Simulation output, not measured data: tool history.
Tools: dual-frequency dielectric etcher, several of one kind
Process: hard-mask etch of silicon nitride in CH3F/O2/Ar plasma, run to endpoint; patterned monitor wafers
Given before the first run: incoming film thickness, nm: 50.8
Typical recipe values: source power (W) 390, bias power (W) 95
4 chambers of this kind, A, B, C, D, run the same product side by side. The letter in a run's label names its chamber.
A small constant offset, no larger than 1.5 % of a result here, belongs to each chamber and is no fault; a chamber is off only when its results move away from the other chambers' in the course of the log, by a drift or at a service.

run,hour,source power (W),bias power (W),endpoint time (s)
1B,3.4,390,95,67.176
2A,6.3,390,95,67.28
# hour 8: chamber B: wet clean of the chamber
3C,8.6,390,95,68.356
4D,12.6,390,95,67.019
5A,16.9,390,95,67.13
6D,20.7,390,95,67.363
7C,23.3,390,95,68.252
8B,26,390,95,67.164
9A,29.2,390,95,66.536
10B,33.4,390,95,66.709
11D,36.8,390,95,66.553
12C,40.1,390,95,68.166
# hour 41: chamber D: wet clean of the chamber
13C,43,490,77,67.527
14D,45,490,77,65.986
15B,48.9,490,77,66.306
16A,50.8,490,77,66.275
17D,53.1,390,95,66.538
18B,55.8,450,95,63.803
19A,58.3,450,95,63.504
20C,60.4,450,95,64.636
21C,64.1,450,95,64.497
22A,66.2,390,95,66.932
# hour 67.3: chamber C: wet clean of the chamber
23B,70,390,95,67.378
24D,72.1,390,95,67.215
25A,76.2,390,95,66.424
26D,80,390,95,66.922
27B,82.6,390,95,66.942
28C,86.6,390,95,68.455

All chambers now run identical settings, listed one chamber a line with results as question marks. What results will each chamber show?
29A,89.7,390,105,?
29B,89.7,390,105,?
29C,89.7,390,105,?
29D,89.7,390,105,?

run,endpoint time (s)
29A,64.649
29B,64.737
29C,65.608
29D,64.326
